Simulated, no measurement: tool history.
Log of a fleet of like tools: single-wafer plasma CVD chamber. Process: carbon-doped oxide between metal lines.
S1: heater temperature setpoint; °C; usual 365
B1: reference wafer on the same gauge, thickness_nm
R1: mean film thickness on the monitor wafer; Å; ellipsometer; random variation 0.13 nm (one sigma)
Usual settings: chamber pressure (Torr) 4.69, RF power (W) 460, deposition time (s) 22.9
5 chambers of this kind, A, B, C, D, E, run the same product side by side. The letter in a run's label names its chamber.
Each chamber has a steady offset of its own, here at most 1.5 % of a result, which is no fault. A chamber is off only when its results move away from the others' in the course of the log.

run 1A hour=6.0 | S1=365 chamber_pressure_(Torr)=4.69 RF_power_(W)=460 deposition_time_(s)=22.9 | B1=101.99 | R1=1069.30
-- hour=7.4 chamber E: thermocouple changed; heater temperature recalibrated
run 2D hour=14.9 | S1=365 chamber_pressure_(Torr)=4.69 RF_power_(W)=460 deposition_time_(s)=22.9 | B1=101.96 | R1=1063.80
run 3C hour=21.5 | S1=365 chamber_pressure_(Torr)=4.69 RF_power_(W)=460 deposition_time_(s)=22.9 | B1=101.95 | R1=1048.20
run 4B hour=30.4 | S1=365 chamber_pressure_(Torr)=4.69 RF_power_(W)=460 deposition_time_(s)=22.9 | B1=101.92 | R1=1059.60
run 5E hour=38.3 | S1=365 chamber_pressure_(Torr)=4.69 RF_power_(W)=460 deposition_time_(s)=22.9 | B1=101.92 | R1=1073.90
run 6D hour=45.8 | S1=365 chamber_pressure_(Torr)=4.69 RF_power_(W)=460 deposition_time_(s)=22.9 | B1=101.92 | R1=1061.40
run 7E hour=54.6 | S1=378 chamber_pressure_(Torr)=3.79 RF_power_(W)=460 deposition_time_(s)=22.9 | B1=101.90 | R1=1015.30
run 8C hour=63.1 | S1=378 chamber_pressure_(Torr)=3.79 RF_power_(W)=460 deposition_time_(s)=22.9 | B1=101.89 | R1=991.50
run 9B hour=71.3 | S1=378 chamber_pressure_(Torr)=3.79 RF_power_(W)=460 deposition_time_(s)=22.9 | B1=101.86 | R1=1002.30
run 10A hour=76.8 | S1=378 chamber_pressure_(Torr)=3.79 RF_power_(W)=460 deposition_time_(s)=22.9 | B1=101.86 | R1=1003.80
-- hour=77.1 chamber E: capacitance manometer re-zeroed and calibrated
run 11E hour=81.7 | S1=378 chamber_pressure_(Torr)=3.79 RF_power_(W)=460 deposition_time_(s)=22.9 | B1=101.87 | R1=1014.70
run 12A hour=85.7 | S1=365 chamber_pressure_(Torr)=4.69 RF_power_(W)=460 deposition_time_(s)=22.9 | B1=101.87 | R1=1063.60
run 13C hour=92.2 | S1=371 chamber_pressure_(Torr)=4.69 RF_power_(W)=460 deposition_time_(s)=22.9 | B1=101.81 | R1=1031.80
run 14D hour=100.5 | S1=371 chamber_pressure_(Torr)=4.69 RF_power_(W)=460 deposition_time_(s)=22.9 | B1=101.79 | R1=1048.60
run 15B hour=109.3 | S1=371 chamber_pressure_(Torr)=4.69 RF_power_(W)=460 deposition_time_(s)=22.9 | B1=101.76 | R1=1046.70
run 16B hour=114.2 | S1=371 chamber_pressure_(Torr)=4.69 RF_power_(W)=460 deposition_time_(s)=22.9 | B1=101.76 | R1=1044.20
run 17C hour=121.5 | S1=371 chamber_pressure_(Torr)=4.69 RF_power_(W)=460 deposition_time_(s)=22.9 | B1=101.77 | R1=1033.20
run 18E hour=129.3 | S1=365 chamber_pressure_(Torr)=4.69 RF_power_(W)=460 deposition_time_(s)=22.9 | B1=101.74 | R1=1077.50
run 19A hour=136.0 | S1=365 chamber_pressure_(Torr)=4.69 RF_power_(W)=460 deposition_time_(s)=22.9 | B1=101.75 | R1=1063.10
run 20D hour=141.2 | S1=365 chamber_pressure_(Torr)=4.69 RF_power_(W)=460 deposition_time_(s)=22.9 | B1=101.71 | R1=1059.40
run 21C hour=146.8 | S1=365 chamber_pressure_(Torr)=4.69 RF_power_(W)=460 deposition_time_(s)=22.9 | B1=101.70 | R1=1042.90
run 22E hour=155.7 | S1=365 chamber_pressure_(Torr)=4.69 RF_power_(W)=460 deposition_time_(s)=22.9 | B1=101.69 | R1=1072.50
run 23A hour=162.3 | S1=365 chamber_pressure_(Torr)=4.69 RF_power_(W)=460 deposition_time_(s)=22.9 | B1=101.71 | R1=1062.20
run 24D hour=167.4 | S1=365 chamber_pressure_(Torr)=4.69 RF_power_(W)=460 deposition_time_(s)=22.9 | B1=101.66 | R1=1063.30
run 25B hour=176.1 | S1=365 chamber_pressure_(Torr)=4.69 RF_power_(W)=460 deposition_time_(s)=22.9 | B1=101.66 | R1=1057.00
run 26B hour=184.4 | S1=376 chamber_pressure_(Torr)=4.69 RF_power_(W)=460 deposition_time_(s)=25.4 | B1=101.67 | R1=1141.70
run 27D hour=191.7 | S1=376 chamber_pressure_(Torr)=4.69 RF_power_(W)=460 deposition_time_(s)=25.4 | B1=101.66 | R1=1145.30
run 28C hour=199.6 | S1=376 chamber_pressure_(Torr)=4.69 RF_power_(W)=460 deposition_time_(s)=25.4 | B1=101.63 | R1=1129.70
run 29A hour=204.2 | S1=376 chamber_pressure_(Torr)=4.69 RF_power_(W)=460 deposition_time_(s)=25.4 | B1=101.58 | R1=1148.20
-- hour=205.3 chamber D: thermocouple changed; heater temperature recalibrated
run 30E hour=210.8 | S1=376 chamber_pressure_(Torr)=4.69 RF_power_(W)=460 deposition_time_(s)=25.4 | B1=101.59 | R1=1158.40
-- hour=213.4 chamber B: capacitance manometer re-zeroed and calibrated
run 31D hour=215.4 | S1=370 chamber_pressure_(Torr)=4.69 RF_power_(W)=380 deposition_time_(s)=22.9 | B1=101.60 | R1=906.82
run 32A hour=220.7 | S1=370 chamber_pressure_(Torr)=4.69 RF_power_(W)=380 deposition_time_(s)=22.9 | B1=101.58 | R1=909.65
run 33B hour=229.8 | S1=370 chamber_pressure_(Torr)=4.69 RF_power_(W)=380 deposition_time_(s)=22.9 | B1=101.54 | R1=909.76
run 34C hour=236.1 | S1=370 chamber_pressure_(Torr)=4.69 RF_power_(W)=380 deposition_time_(s)=22.9 | B1=101.54 | R1=896.86
run 35E hour=243.2 | S1=370 chamber_pressure_(Torr)=4.69 RF_power_(W)=380 deposition_time_(s)=22.9 | B1=101.54 | R1=921.39
run 36A hour=251.5 | S1=365 chamber_pressure_(Torr)=4.69 RF_power_(W)=460 deposition_time_(s)=22.9 | B1=101.51 | R1=1059.40
run 37B hour=256.8 | S1=365 chamber_pressure_(Torr)=4.69 RF_power_(W)=460 deposition_time_(s)=22.9 | B1=101.49 | R1=1053.50
run 38E hour=262.8 | S1=365 chamber_pressure_(Torr)=4.69 RF_power_(W)=460 deposition_time_(s)=22.9 | B1=101.52 | R1=1073.40

All 5 chambers run these settings next. Forecast each chamber's results:
run 39A hour=269.3 | S1=365 chamber_pressure_(Torr)=4.69 RF_power_(W)=460 deposition_time_(s)=26.8 | R1=?
run 39B hour=269.3 | S1=365 chamber_pressure_(Torr)=4.69 RF_power_(W)=460 deposition_time_(s)=26.8 | R1=?
run 39C hour=269.3 | S1=365 chamber_pressure_(Torr)=4.69 RF_power_(W)=460 deposition_time_(s)=26.8 | R1=?
run 39D hour=269.3 | S1=365 chamber_pressure_(Torr)=4.69 RF_power_(W)=460 deposition_time_(s)=26.8 | R1=?
run 39E hour=269.3 | S1=365 chamber_pressure_(Torr)=4.69 RF_power_(W)=460 deposition_time_(s)=26.8 | R1=?

run=39A R1=1238.70
run=39B R1=1235.90
run=39C R1=1218.40
run=39D R1=1236.70
run=39E R1=1251.60
